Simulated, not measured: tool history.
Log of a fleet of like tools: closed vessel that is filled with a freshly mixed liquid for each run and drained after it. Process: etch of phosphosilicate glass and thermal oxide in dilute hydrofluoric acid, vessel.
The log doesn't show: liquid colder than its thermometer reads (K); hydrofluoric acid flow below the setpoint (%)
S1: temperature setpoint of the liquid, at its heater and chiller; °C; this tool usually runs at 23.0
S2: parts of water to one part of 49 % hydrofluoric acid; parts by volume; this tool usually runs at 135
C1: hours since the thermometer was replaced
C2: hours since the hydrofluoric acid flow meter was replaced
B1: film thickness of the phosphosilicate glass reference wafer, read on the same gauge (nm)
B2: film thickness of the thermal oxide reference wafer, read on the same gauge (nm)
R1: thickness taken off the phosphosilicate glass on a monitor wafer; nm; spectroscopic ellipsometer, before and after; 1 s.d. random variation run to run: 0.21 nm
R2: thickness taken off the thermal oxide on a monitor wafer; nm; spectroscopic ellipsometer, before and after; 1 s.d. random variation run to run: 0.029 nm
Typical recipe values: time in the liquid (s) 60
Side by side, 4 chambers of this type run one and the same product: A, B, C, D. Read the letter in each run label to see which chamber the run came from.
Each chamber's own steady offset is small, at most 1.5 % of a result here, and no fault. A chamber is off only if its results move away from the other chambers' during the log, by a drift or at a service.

Run 1A, day 0.500: usual settings; C1 376.4; C2 737.3; B1 109.99; B2 100.000. Result: R1 24.383 nm, R2 2.0298 nm.
Run 2B, day 0.775: usual settings; C1 2221.2; C2 377.8; B1 110.01; B2 99.993. Result: R1 24.710 nm, R2 1.9856 nm.
Run 3C, day 1.129: usual settings; C1 897.4; C2 267.0; B1 109.98; B2 99.998. Result: R1 24.584 nm, R2 2.0521 nm.
Run 4D, day 1.396: usual settings; C1 97.8; C2 379.9; B1 109.96; B2 99.982. Result: R1 24.364 nm, R2 2.0195 nm.
Run 5C, day 1.954: usual settings; C1 917.2; C2 286.8; B1 110.01; B2 100.020. Result: R1 24.751 nm, R2 2.0549 nm.
Run 6B, day 2.392: usual settings; C1 2260.0; C2 416.6; B1 109.97; B2 100.020. Result: R1 24.868 nm, R2 2.0045 nm.
Run 7D, day 2.883: usual settings; C1 133.5; C2 415.6; B1 110.06; B2 100.020. Result: R1 24.384 nm, R2 1.9600 nm.
Run 8A, day 3.158: usual settings; C1 440.2; C2 801.1; B1 110.00; B2 100.000. Result: R1 24.488 nm, R2 2.0371 nm.
Run 9B, day 3.433: usual settings; C1 2285.0; C2 441.6; B1 110.00; B2 99.981. Result: R1 24.914 nm, R2 2.0618 nm.
Run 10A, day 3.917: usual settings; C1 458.4; C2 819.3; B1 109.99; B2 99.990. Result: R1 24.523 nm, R2 2.0542 nm.
Run 11D, day 4.467: usual settings; C1 171.5; C2 453.6; B1 110.02; B2 100.020. Result: R1 24.166 nm, R2 1.9873 nm.
Run 12C, day 4.725: usual settings but S1 19.0 °C; C1 983.7; C2 353.3; B1 109.96; B2 100.010. Result: R1 21.381 nm, R2 1.7818 nm.
At day 4.788: chamber B: hydrofluoric acid flow meter replaced.
Run 13B, day 5.042: usual settings but S1 19.0 °C; C1 2323.6; C2 6.2; B1 109.98; B2 99.992. Result: R1 21.198 nm, R2 1.7087 nm.
Run 14D, day 5.571: usual settings but S1 19.0 °C; C1 198.0; C2 480.1; B1 110.00; B2 100.000. Result: R1 20.911 nm, R2 1.7757 nm.
Run 15C, day 6.058: usual settings but S1 19.0 °C; C1 1015.7; C2 385.3; B1 109.99; B2 100.020. Result: R1 21.601 nm, R2 1.7606 nm.
Run 16A, day 6.408: usual settings; C1 518.2; C2 879.1; B1 110.03; B2 100.010. Result: R1 24.658 nm, R2 2.0727 nm.
Run 17D, day 6.671: usual settings; C1 224.4; C2 506.5; B1 109.97; B2 100.030. Result: R1 24.439 nm, R2 2.0082 nm.
Run 18C, day 7.271: usual settings; C1 1044.8; C2 414.4; B1 109.99; B2 100.010. Result: R1 24.696 nm, R2 2.0332 nm.
Run 19A, day 7.638: usual settings; C1 547.7; C2 908.6; B1 110.00; B2 99.974. Result: R1 24.659 nm, R2 2.0827 nm.
Run 20B, day 8.079: usual settings; C1 2396.5; C2 79.1; B1 109.98; B2 100.020. Result: R1 24.908 nm, R2 2.0115 nm.
Run 21C, day 8.679: usual settings; C1 1078.6; C2 448.2; B1 110.04; B2 100.010. Result: R1 24.664 nm, R2 2.0296 nm.
Run 22D, day 8.975: usual settings; C1 279.7; C2 561.8; B1 109.99; B2 99.998. Result: R1 24.584 nm, R2 2.0215 nm.
Run 23B, day 9.512: usual settings; C1 2430.9; C2 113.5; B1 110.05; B2 100.020. Result: R1 24.818 nm, R2 2.0662 nm.
Run 24A, day 10.046: usual settings; C1 605.5; C2 966.4; B1 109.96; B2 99.976. Result: R1 24.813 nm, R2 2.0444 nm.
Run 25A, day 10.433: usual settings; C1 614.8; C2 975.7; B1 109.99; B2 99.995. Result: R1 24.855 nm, R2 2.0395 nm.
Run 26B, day 10.704: usual settings; C1 2459.5; C2 142.1; B1 109.95; B2 99.983. Result: R1 24.964 nm, R2 2.0278 nm.
Run 27D, day 11.067: usual settings; C1 329.9; C2 612.0; B1 109.99; B2 99.998. Result: R1 24.514 nm, R2 2.0302 nm.
Run 28C, day 11.396: usual settings; C1 1143.8; C2 513.4; B1 110.01; B2 99.982. Result: R1 24.567 nm, R2 2.0170 nm.
Run 29B, day 11.938: usual settings; C1 2489.1; C2 171.7; B1 109.99; B2 99.980. Result: R1 24.876 nm, R2 2.0301 nm.
Run 30C, day 12.296: usual settings; C1 1165.4; C2 535.0; B1 110.01; B2 100.000. Result: R1 24.975 nm, R2 2.0092 nm.
Run 31A, day 12.829: usual settings; C1 672.3; C2 1033.2; B1 109.99; B2 99.983. Result: R1 24.957 nm, R2 2.0169 nm.
Run 32D, day 13.208: usual settings; C1 381.3; C2 663.4; B1 110.03; B2 100.010. Result: R1 24.469 nm, R2 2.0486 nm.
Run 33A, day 13.538: usual settings but S1 18.5 °C, S2 75 parts by volume; C1 689.3; C2 1050.2; B1 110.00; B2 100.020. Result: R1 38.864 nm, R2 3.3712 nm.
Run 34B, day 13.867: usual settings but S1 18.5 °C, S2 75 parts by volume; C1 2535.4; C2 218.0; B1 110.00; B2 100.020. Result: R1 39.348 nm, R2 3.2156 nm.
At day 13.929: chamber B: thermometer replaced.
At day 14.162: chamber A: hydrofluoric acid flow meter replaced.
Run 35C, day 14.429: usual settings but S1 18.5 °C, S2 75 parts by volume; C1 1216.6; C2 586.2; B1 109.99; B2 100.020. Result: R1 40.695 nm, R2 3.2704 nm.
Run 36D, day 14.692: usual settings but S1 18.5 °C, S2 75 parts by volume; C1 416.9; C2 699.0; B1 110.01; B2 99.990. Result: R1 40.020 nm, R2 3.2586 nm.
Run 37D, day 15.162: usual settings; C1 428.2; C2 710.3; B1 109.98; B2 100.010. Result: R1 24.728 nm, R2 2.0428 nm.
Run 38B, day 15.646: usual settings; C1 41.3; C2 260.7; B1 109.97; B2 100.000. Result: R1 25.087 nm, R2 2.0374 nm.
Run 39A, day 15.967: usual settings; C1 747.6; C2 43.4; B1 110.02; B2 100.010. Result: R1 24.798 nm, R2 2.0416 nm.
Run 40C, day 16.467: usual settings but S1 18.5 °C; C1 1265.5; C2 635.1; B1 109.98; B2 99.982. Result: R1 20.996 nm, R2 1.6805 nm.
Run 41A, day 17.021: usual settings but S1 18.5 °C; C1 772.9; C2 68.7; B1 110.00; B2 100.000. Result: R1 20.311 nm, R2 1.6855 nm.
Run 42D, day 17.342: usual settings but S1 18.5 °C; C1 480.5; C2 762.6; B1 110.03; B2 99.968. Result: R1 20.580 nm, R2 1.6411 nm.
Run 43B, day 17.742: usual settings but S1 18.5 °C; C1 91.6; C2 311.0; B1 109.98; B2 100.020. Result: R1 20.888 nm, R2 1.6878 nm.

Is one chamber out of step, is the gauge drifting, or do the chambers differ by no more than their own small offsets? For an off chamber, give its letter and the likeliest cause.

Neither any chamber nor the gauge drifts; the chambers differ only by their own small, steady offsets.
